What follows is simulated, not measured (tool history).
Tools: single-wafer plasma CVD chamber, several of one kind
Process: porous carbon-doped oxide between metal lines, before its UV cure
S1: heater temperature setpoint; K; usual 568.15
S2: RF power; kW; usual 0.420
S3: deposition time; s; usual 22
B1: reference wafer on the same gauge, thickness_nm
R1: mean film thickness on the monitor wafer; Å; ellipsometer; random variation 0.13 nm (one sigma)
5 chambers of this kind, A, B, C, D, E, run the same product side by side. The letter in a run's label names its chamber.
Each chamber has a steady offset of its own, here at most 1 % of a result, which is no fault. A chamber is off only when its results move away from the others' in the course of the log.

run 1C day=0.596 | S1=568.15 S2=0.420 S3=22 | B1=94.994 | R1=1083.30
run 2B day=0.983 | S1=568.15 S2=0.420 S3=22 | B1=94.964 | R1=1083.50
run 3A day=1.279 | S1=568.15 S2=0.420 S3=22 | B1=94.972 | R1=1083.90
-- day=1.450 chamber E: RF generator calibrated
run 4E day=1.692 | S1=568.15 S2=0.420 S3=22 | B1=94.966 | R1=1086.50
run 5D day=2.012 | S1=568.15 S2=0.420 S3=22 | B1=94.948 | R1=1091.10
-- day=2.167 chamber E: thermocouple changed; heater temperature recalibrated
run 6D day=2.621 | S1=568.15 S2=0.420 S3=22 | B1=94.975 | R1=1092.20
run 7E day=3.183 | S1=568.15 S2=0.360 S3=22 | B1=94.904 | R1=964.04
run 8B day=3.517 | S1=568.15 S2=0.360 S3=22 | B1=94.912 | R1=958.40
run 9C day=4.071 | S1=568.15 S2=0.360 S3=22 | B1=94.892 | R1=959.05
run 10A day=4.400 | S1=568.15 S2=0.360 S3=22 | B1=94.898 | R1=958.34
run 11E day=4.954 | S1=568.15 S2=0.360 S3=22 | B1=94.878 | R1=960.37
run 12A day=5.421 | S1=568.15 S2=0.420 S3=22 | B1=94.872 | R1=1081.60
run 13D day=5.867 | S1=568.15 S2=0.490 S3=22 | B1=94.860 | R1=1219.20
run 14C day=6.388 | S1=568.15 S2=0.490 S3=22 | B1=94.887 | R1=1210.20
run 15B day=6.842 | S1=568.15 S2=0.490 S3=22 | B1=94.858 | R1=1210.60
run 16D day=7.392 | S1=568.15 S2=0.490 S3=22 | B1=94.843 | R1=1218.70
run 17A day=7.838 | S1=568.15 S2=0.490 S3=22 | B1=94.827 | R1=1212.20
run 18C day=8.104 | S1=568.15 S2=0.420 S3=22 | B1=94.802 | R1=1082.00
run 19E day=8.675 | S1=568.15 S2=0.420 S3=22 | B1=94.799 | R1=1085.50
run 20B day=9.125 | S1=568.15 S2=0.420 S3=22 | B1=94.786 | R1=1082.00
run 21C day=9.696 | S1=568.15 S2=0.420 S3=22 | B1=94.775 | R1=1080.60
run 22E day=10.229 | S1=568.15 S2=0.420 S3=22 | B1=94.776 | R1=1084.10
run 23B day=10.729 | S1=568.15 S2=0.420 S3=22 | B1=94.749 | R1=1081.10
run 24D day=11.083 | S1=568.15 S2=0.420 S3=22 | B1=94.774 | R1=1090.60
run 25A day=11.492 | S1=568.15 S2=0.420 S3=22 | B1=94.721 | R1=1080.40
run 26C day=11.758 | S1=568.15 S2=0.420 S3=22 | B1=94.705 | R1=1080.90
run 27B day=12.075 | S1=568.15 S2=0.420 S3=22 | B1=94.727 | R1=1079.70
run 28E day=12.367 | S1=568.15 S2=0.420 S3=22 | B1=94.737 | R1=1083.10
run 29A day=12.862 | S1=568.15 S2=0.420 S3=22 | B1=94.682 | R1=1079.60
run 30D day=13.371 | S1=568.15 S2=0.420 S3=22 | B1=94.667 | R1=1087.60
run 31A day=13.783 | S1=568.15 S2=0.420 S3=22 | B1=94.681 | R1=1080.80
run 32B day=14.258 | S1=556.15 S2=0.420 S3=22 | B1=94.684 | R1=1164.80
run 33D day=14.633 | S1=556.15 S2=0.420 S3=22 | B1=94.638 | R1=1168.60
run 34C day=15.092 | S1=556.15 S2=0.420 S3=22 | B1=94.633 | R1=1159.70
run 35E day=15.358 | S1=556.15 S2=0.420 S3=22 | B1=94.658 | R1=1165.50
run 36A day=15.783 | S1=556.15 S2=0.420 S3=22 | B1=94.643 | R1=1160.20
run 37E day=16.362 | S1=568.15 S2=0.420 S3=22 | B1=94.625 | R1=1082.50
run 38B day=16.825 | S1=568.15 S2=0.420 S3=22 | B1=94.633 | R1=1078.60
run 39D day=17.246 | S1=568.15 S2=0.420 S3=22 | B1=94.591 | R1=1088.10
run 40C day=17.550 | S1=568.15 S2=0.420 S3=22 | B1=94.583 | R1=1078.40
run 41D day=17.962 | S1=568.15 S2=0.420 S3=22 | B1=94.593 | R1=1085.70
run 42B day=18.283 | S1=568.15 S2=0.420 S3=22 | B1=94.590 | R1=1078.40
run 43C day=18.879 | S1=568.15 S2=0.420 S3=22 | B1=94.558 | R1=1079.30
run 44E day=19.446 | S1=568.15 S2=0.420 S3=22 | B1=94.534 | R1=1081.20

Is one chamber off against the others, does the gauge drift, or is nothing wrong? If a chamber is off, say which, and what the likeliest cause is.

The gauge drifts, so all chambers seem to drift together. No chamber is off.
Cause: gauge reads low (%) = 0.483.

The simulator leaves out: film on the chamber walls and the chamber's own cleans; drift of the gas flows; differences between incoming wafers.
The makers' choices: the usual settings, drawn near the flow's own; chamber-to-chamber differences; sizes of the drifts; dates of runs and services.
